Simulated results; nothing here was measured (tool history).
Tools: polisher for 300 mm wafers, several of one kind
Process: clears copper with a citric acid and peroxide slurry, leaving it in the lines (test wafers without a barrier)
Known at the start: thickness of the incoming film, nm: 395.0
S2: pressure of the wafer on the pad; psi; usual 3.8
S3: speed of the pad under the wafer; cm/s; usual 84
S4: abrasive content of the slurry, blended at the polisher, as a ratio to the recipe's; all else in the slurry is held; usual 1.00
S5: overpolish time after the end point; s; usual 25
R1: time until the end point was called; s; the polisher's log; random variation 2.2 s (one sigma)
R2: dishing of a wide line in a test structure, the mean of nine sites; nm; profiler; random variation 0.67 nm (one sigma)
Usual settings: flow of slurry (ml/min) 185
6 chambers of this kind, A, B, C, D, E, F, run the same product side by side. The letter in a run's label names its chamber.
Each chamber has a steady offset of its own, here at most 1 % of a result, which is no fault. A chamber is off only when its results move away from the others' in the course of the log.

Run 1A, hour 7.0: usual settings. Result: R1 189.90 s, R2 36.635 nm.
Run 2E, hour 17.3: usual settings. Result: R1 191.15 s, R2 35.321 nm.
Run 3D, hour 28.1: usual settings. Result: R1 186.00 s, R2 36.311 nm.
Run 4C, hour 33.7: usual settings. Result: R1 187.58 s, R2 35.857 nm.
Run 5F, hour 45.7: usual settings. Result: R1 186.43 s, R2 35.410 nm.
Run 6B, hour 56.0: usual settings. Result: R1 192.38 s, R2 35.345 nm.
At hour 61.9: chamber A: slurry nozzle cleaned.
Run 7E, hour 66.4: usual settings. Result: R1 192.48 s, R2 34.964 nm.
At hour 69.4: chamber C: worn pad replaced by a new one.
At hour 70.1: chamber E: worn pad replaced by a new one.
At hour 76.6: chamber D: worn pad replaced by a new one.
At hour 77.2: chamber A: worn pad replaced by a new one.
Run 8B, hour 77.9: usual settings. Result: R1 198.45 s, R2 34.281 nm.
At hour 79.5: chamber F: worn pad replaced by a new one.
Run 9A, hour 86.2: usual settings. Result: R1 187.24 s, R2 37.133 nm.
At hour 86.4: chamber C: slurry nozzle cleaned.
Run 10F, hour 97.9: usual settings. Result: R1 190.22 s, R2 36.516 nm.
At hour 101.3: chamber C: head pressure recalibrated.
At hour 102.2: chamber B: slurry nozzle cleaned.
Run 11C, hour 106.6: usual settings. Result: R1 187.01 s, R2 36.925 nm.
Run 12D, hour 113.8: usual settings. Result: R1 188.39 s, R2 35.962 nm.
Run 13E, hour 122.4: usual settings. Result: R1 192.20 s, R2 36.333 nm.
At hour 123.9: chamber B: worn pad replaced by a new one.
Run 14C, hour 133.8: usual settings. Result: R1 191.02 s, R2 36.067 nm.
Run 15A, hour 143.4: usual settings. Result: R1 190.20 s, R2 36.573 nm.
At hour 143.9: chamber E: slurry nozzle cleaned.
At hour 144.3: chamber E: slurry blender recalibrated.
At hour 145.4: chamber D: slurry blender recalibrated.
Run 16B, hour 154.6: usual settings. Result: R1 203.03 s, R2 34.013 nm.
Run 17F, hour 161.2: usual settings but S5 39 s. Result: R1 189.84 s, R2 51.773 nm.
At hour 166.9: chamber B: slurry blender recalibrated.
Run 18D, hour 171.2: usual settings but S5 39 s. Result: R1 191.72 s, R2 52.033 nm.
Run 19F, hour 178.4: usual settings but S5 39 s. Result: R1 195.92 s, R2 54.024 nm.
At hour 185.2: chamber F: slurry blender recalibrated.
Run 20E, hour 185.8: usual settings but S5 39 s. Result: R1 189.39 s, R2 52.144 nm.
At hour 187.7: chamber A: worn pad replaced by a new one.
At hour 189.5: chamber E: worn pad replaced by a new one.
At hour 189.6: chamber C: slurry blender recalibrated.
Run 21D, hour 196.5: usual settings but S5 39 s. Result: R1 185.75 s, R2 51.347 nm.
Run 22B, hour 208.4: usual settings but S5 39 s. Result: R1 200.84 s, R2 49.406 nm.
Run 23A, hour 213.9: usual settings but S4 0.85. Result: R1 192.18 s, R2 35.444 nm.
Run 24C, hour 222.7: usual settings but S4 0.85. Result: R1 197.93 s, R2 34.918 nm.
Run 25B, hour 228.5: usual settings but S4 0.85. Result: R1 211.78 s, R2 31.867 nm.
Run 26E, hour 234.6: usual settings but S4 0.85. Result: R1 196.83 s, R2 34.616 nm.
At hour 242.6: chamber D: worn pad replaced by a new one.
Run 27C, hour 247.1: usual settings but S4 0.85. Result: R1 198.43 s, R2 34.237 nm.
Run 28A, hour 254.8: usual settings but S4 0.85. Result: R1 192.23 s, R2 34.803 nm.
At hour 255.2: chamber C: worn pad replaced by a new one.
At hour 262.7: chamber F: slurry nozzle cleaned.
Run 29F, hour 265.5: usual settings. Result: R1 190.70 s, R2 35.684 nm.
Run 30D, hour 276.6: usual settings. Result: R1 189.02 s, R2 35.739 nm.
At hour 277.4: chamber A: slurry nozzle cleaned.
Run 31F, hour 288.7: usual settings. Result: R1 190.09 s, R2 35.737 nm.
At hour 290.6: chamber A: slurry blender recalibrated.
Run 32A, hour 300.1: usual settings. Result: R1 187.88 s, R2 36.642 nm.
At hour 301.8: chamber E: worn pad replaced by a new one.
At hour 304.5: chamber E: slurry blender recalibrated.
Run 33B, hour 309.7: usual settings. Result: R1 211.16 s, R2 32.954 nm.
At hour 315.9: chamber A: worn pad replaced by a new one.
Run 34E, hour 321.5: usual settings. Result: R1 189.20 s, R2 35.844 nm.
At hour 325.9: chamber B: worn pad replaced by a new one.
Run 35C, hour 331.5: usual settings. Result: R1 191.30 s, R2 35.518 nm.
Run 36D, hour 337.5: usual settings. Result: R1 188.81 s, R2 35.799 nm.
At hour 338.7: chamber D: slurry nozzle cleaned.
Run 37E, hour 343.1: usual settings. Result: R1 187.95 s, R2 36.207 nm.
Run 38D, hour 353.2: usual settings. Result: R1 191.10 s, R2 37.125 nm.
At hour 362.9: chamber F: worn pad replaced by a new one.
At hour 364.9: chamber A: head pressure recalibrated.
Run 39C, hour 365.6: usual settings. Result: R1 192.41 s, R2 36.028 nm.
Run 40B, hour 372.0: usual settings. Result: R1 217.74 s, R2 31.195 nm.
Run 41F, hour 382.9: usual settings. Result: R1 188.07 s, R2 36.073 nm.
Run 42A, hour 391.1: usual settings. Result: R1 192.19 s, R2 36.274 nm.
Run 43D, hour 397.8: usual settings but S2 4.8 psi, S4 0.85. Result: R1 155.06 s, R2 42.901 nm.

Next, every chamber runs the same settings. What will each give?
Run 44A, hour 406.7: usual settings. Result: R1 ?, R2 ?.
Run 44B, hour 406.7: usual settings. Result: R1 ?, R2 ?.
Run 44C, hour 406.7: usual settings. Result: R1 ?, R2 ?.
Run 44D, hour 406.7: usual settings. Result: R1 ?, R2 ?.
Run 44E, hour 406.7: usual settings. Result: R1 ?, R2 ?.
Run 44F, hour 406.7: usual settings. Result: R1 ?, R2 ?.

run      R1      R2
44A  189.84  35.716
44B  216.42  32.106
44C  192.14  36.662
44D  186.42  36.565
44E  193.76  36.267
44F  186.80  36.527
